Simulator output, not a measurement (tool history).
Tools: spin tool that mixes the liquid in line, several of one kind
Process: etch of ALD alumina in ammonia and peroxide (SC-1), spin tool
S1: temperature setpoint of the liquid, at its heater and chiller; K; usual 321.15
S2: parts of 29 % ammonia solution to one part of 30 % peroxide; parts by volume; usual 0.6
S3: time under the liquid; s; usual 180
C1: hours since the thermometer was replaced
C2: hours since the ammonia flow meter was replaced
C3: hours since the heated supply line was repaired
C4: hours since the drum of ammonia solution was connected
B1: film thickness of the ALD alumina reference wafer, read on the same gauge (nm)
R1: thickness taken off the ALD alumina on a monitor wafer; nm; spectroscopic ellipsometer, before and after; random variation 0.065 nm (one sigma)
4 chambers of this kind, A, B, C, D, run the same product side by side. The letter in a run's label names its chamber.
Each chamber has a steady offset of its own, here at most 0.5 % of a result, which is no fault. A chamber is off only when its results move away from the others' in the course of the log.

run,hour,S1,S2,S3,C1,C2,C3,C4,B1,R1
1C,8.3,321.15,0.6,180,485.5,808.6,1969.8,55.5,140.01,8.4593
2D,18.2,321.15,0.6,180,1699.6,410.1,729.8,342.9,140,8.618
3B,24.7,321.15,0.6,180,1085.9,283.1,1433,691.7,139.98,8.5273
4A,36.6,321.15,0.6,180,853.5,1565.5,3174.1,51.2,139.98,8.5856
5A,42.9,321.15,0.6,180,859.8,1571.8,3180.4,57.5,140,8.6296
6C,50.7,321.15,0.6,180,527.9,851,2012.2,97.9,139.99,8.5278
7B,56.6,321.15,0.6,180,1117.8,315,1464.9,723.6,139.99,8.62
# hour 62.9: chamber B: new drum of ammonia solution connected
8D,67.4,314.65,0.6,180,1748.8,459.3,779,392.1,139.99,5.9079
9B,79.8,314.65,0.6,180,1141,338.2,1488.1,17,139.98,6.0309
10A,92.4,314.65,0.6,180,909.3,1621.3,3229.9,107,139.99,6.026
11D,99.1,314.65,0.6,180,1780.5,491,810.7,423.8,140.02,5.8549
12C,111.3,321.15,0.6,140,588.5,911.6,2072.8,158.5,139.99,6.5971
13D,120.7,321.15,0.6,140,1802.1,512.6,832.3,445.4,140.01,6.6812
14B,128.5,321.15,0.6,140,1189.7,386.9,1536.8,65.7,140,6.6008
15A,135.3,321.15,0.6,140,952.2,1664.2,3272.8,149.9,139.99,6.6601
16C,143.3,321.15,0.6,180,620.5,943.6,2104.8,190.5,139.99,8.6283
17D,148.9,321.15,0.6,180,1830.3,540.8,860.5,473.6,139.98,8.6748
18C,158.5,329.65,0.6,95,635.7,958.8,2120,205.7,139.97,7.1624
19A,171.4,329.65,0.6,95,988.3,1700.3,3308.9,186,140.01,7.1242
20B,181,329.65,0.6,95,1242.2,439.4,1589.3,118.2,140.01,7.1109
21C,188.6,329.65,0.6,95,665.8,988.9,2150.1,235.8,140,7.12
22A,200.6,321.15,0.6,180,1017.5,1729.5,3338.1,215.2,140.03,8.6895
23B,211.5,321.15,0.6,180,1272.7,469.9,1619.8,148.7,140,8.6386
# hour 219.5: chamber A: new drum of ammonia solution connected
24D,221.8,321.15,0.6,180,1903.2,613.7,933.4,546.5,139.99,8.6514
# hour 225.7: chamber C: new drum of ammonia solution connected
25A,229,330.15,0.45,180,1045.9,1757.9,3366.5,9.5,139.99,13.597
26C,241.4,330.15,0.45,180,718.6,1041.7,2202.9,15.7,139.99,13.514
27D,247.4,330.15,0.45,180,1928.8,639.3,959,572.1,140.02,13.537
28B,259.4,330.15,0.45,180,1320.6,517.8,1667.7,196.6,139.99,13.82
# hour 260.2: chamber A: thermometer replaced
29B,268.4,321.15,0.6,180,1329.6,526.8,1676.7,205.6,140,8.6344
30C,278.7,321.15,0.6,180,755.9,1079,2240.2,53,139.98,8.4663
31A,289,321.15,0.6,180,28.9,1817.9,3426.5,69.5,139.99,8.534
32D,298.9,321.15,0.6,180,1980.3,690.8,1010.5,623.6,140.03,8.6046
33D,308.7,312.15,0.6,180,1990.1,700.6,1020.3,633.4,140,5.0653
34B,317.2,312.15,0.6,180,1378.4,575.6,1725.5,254.4,140.01,5.1804
35A,324.7,312.15,0.6,180,64.6,1853.6,3462.2,105.2,139.99,5.2146
36C,335.6,312.15,0.6,180,812.8,1135.9,2297.1,109.9,139.99,5.1369
# hour 342.9: chamber B: ammonia flow meter replaced
37C,343.7,321.15,0.6,180,820.9,1144,2305.2,118,140.01,8.5812
38A,351.1,321.15,0.6,180,91,1880,3488.6,131.6,139.99,8.6582
39B,363.9,321.15,0.6,180,1425.1,21,1772.2,301.1,140.01,8.6972
40D,370.3,321.15,0.35,120,2051.7,762.2,1081.9,695,140,5.5038

Next, every chamber runs the same settings. What will each give?
41A,379.6,321.15,0.6,180,,,,,,?
41B,379.6,321.15,0.6,180,,,,,,?
41C,379.6,321.15,0.6,180,,,,,,?
41D,379.6,321.15,0.6,180,,,,,,?

run,R1
41A,8.5368
41B,8.6876
41C,8.5299
41D,8.5838

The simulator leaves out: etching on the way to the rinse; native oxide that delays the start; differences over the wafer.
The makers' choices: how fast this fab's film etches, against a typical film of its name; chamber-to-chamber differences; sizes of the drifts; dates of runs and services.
